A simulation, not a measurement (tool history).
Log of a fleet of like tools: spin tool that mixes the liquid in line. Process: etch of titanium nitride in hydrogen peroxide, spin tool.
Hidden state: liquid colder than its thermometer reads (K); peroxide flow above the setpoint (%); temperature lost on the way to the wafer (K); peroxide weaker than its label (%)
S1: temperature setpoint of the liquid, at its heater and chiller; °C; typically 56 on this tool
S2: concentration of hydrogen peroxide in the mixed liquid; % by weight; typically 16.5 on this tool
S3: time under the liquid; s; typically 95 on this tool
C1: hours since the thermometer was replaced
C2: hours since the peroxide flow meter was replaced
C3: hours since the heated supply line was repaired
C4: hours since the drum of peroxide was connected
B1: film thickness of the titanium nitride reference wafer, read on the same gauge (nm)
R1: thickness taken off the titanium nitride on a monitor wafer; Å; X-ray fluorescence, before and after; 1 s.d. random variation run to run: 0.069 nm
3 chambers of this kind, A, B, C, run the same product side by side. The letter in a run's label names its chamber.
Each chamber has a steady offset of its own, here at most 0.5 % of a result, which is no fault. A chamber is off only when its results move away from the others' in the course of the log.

run,hour,S1,S2,S3,C1,C2,C3,C4,B1,R1
1B,9.8,56,16.5,95,887.3,77.2,1152.1,134.4,100.000,111.49
2C,17.8,56,16.5,95,521.7,20.7,982.6,726.0,99.993,112.32
3A,25.6,56,16.5,95,145.5,112.4,2193.9,200.7,100.010,111.52
4A,35.1,56,16.5,95,155.0,121.9,2203.4,210.2,100.020,112.15
5B,44.4,56,16.5,95,921.9,111.8,1186.7,169.0,100.010,113.21
6C,55.4,56,16.5,95,559.3,58.3,1020.2,763.6,99.964,112.55
7A,61.4,56,16.5,95,181.3,148.2,2229.7,236.5,100.010,113.41
8C,73.2,56,16.5,95,577.1,76.1,1038.0,781.4,99.982,113.26
9B,84.4,56,16.5,95,961.9,151.8,1226.7,209.0,99.962,113.33
10A,96.1,56,16.5,95,216.0,182.9,2264.4,271.2,100.010,112.35
11C,104.7,56,16.5,95,608.6,107.6,1069.5,812.9,100.000,112.95
12B,114.0,56,16.5,95,991.5,181.4,1256.3,238.6,99.992,113.20
13A,127.4,56,16.5,95,247.3,214.2,2295.7,302.5,100.020,112.57
14B,133.4,56,16.5,95,1010.9,200.8,1275.7,258.0,100.020,113.27
15C,146.5,56,12.0,95,650.4,149.4,1111.3,854.7,99.973,104.10
16A,158.5,56,12.0,95,278.4,245.3,2326.8,333.6,99.993,106.47
17B,170.3,56,12.0,95,1047.8,237.7,1312.6,294.9,99.957,104.67
18C,176.3,56,16.5,95,680.2,179.2,1141.1,884.5,99.982,112.10
19A,184.9,56,16.5,95,304.8,271.7,2353.2,360.0,100.000,112.43
20B,191.2,56,20.5,95,1068.7,258.6,1333.5,315.8,99.973,117.64
21C,198.6,56,20.5,95,702.5,201.5,1163.4,906.8,99.994,118.26
22A,204.9,56,20.5,95,324.8,291.7,2373.2,380.0,100.020,117.48
23B,212.1,56,16.5,95,1089.6,279.5,1354.4,336.7,99.997,112.51
24C,224.7,56,16.5,95,728.6,227.6,1189.5,932.9,100.000,112.39
25C,235.9,56,16.5,95,739.8,238.8,1200.7,944.1,100.020,112.91
26B,243.7,56,16.5,95,1121.2,311.1,1386.0,368.3,100.010,112.20
27A,256.9,56,16.5,95,376.8,343.7,2425.2,432.0,100.010,110.56
28A,268.4,56,16.5,95,388.3,355.2,2436.7,443.5,100.010,112.40

Next, all 3 chambers run the settings below, one line each with question marks for the results. What does each chamber give?
29A,278.2,56,16.5,95,,,,,,?
29B,278.2,56,16.5,95,,,,,,?
29C,278.2,56,16.5,95,,,,,,?

run,R1
29A,112.51
29B,113.00
29C,112.16
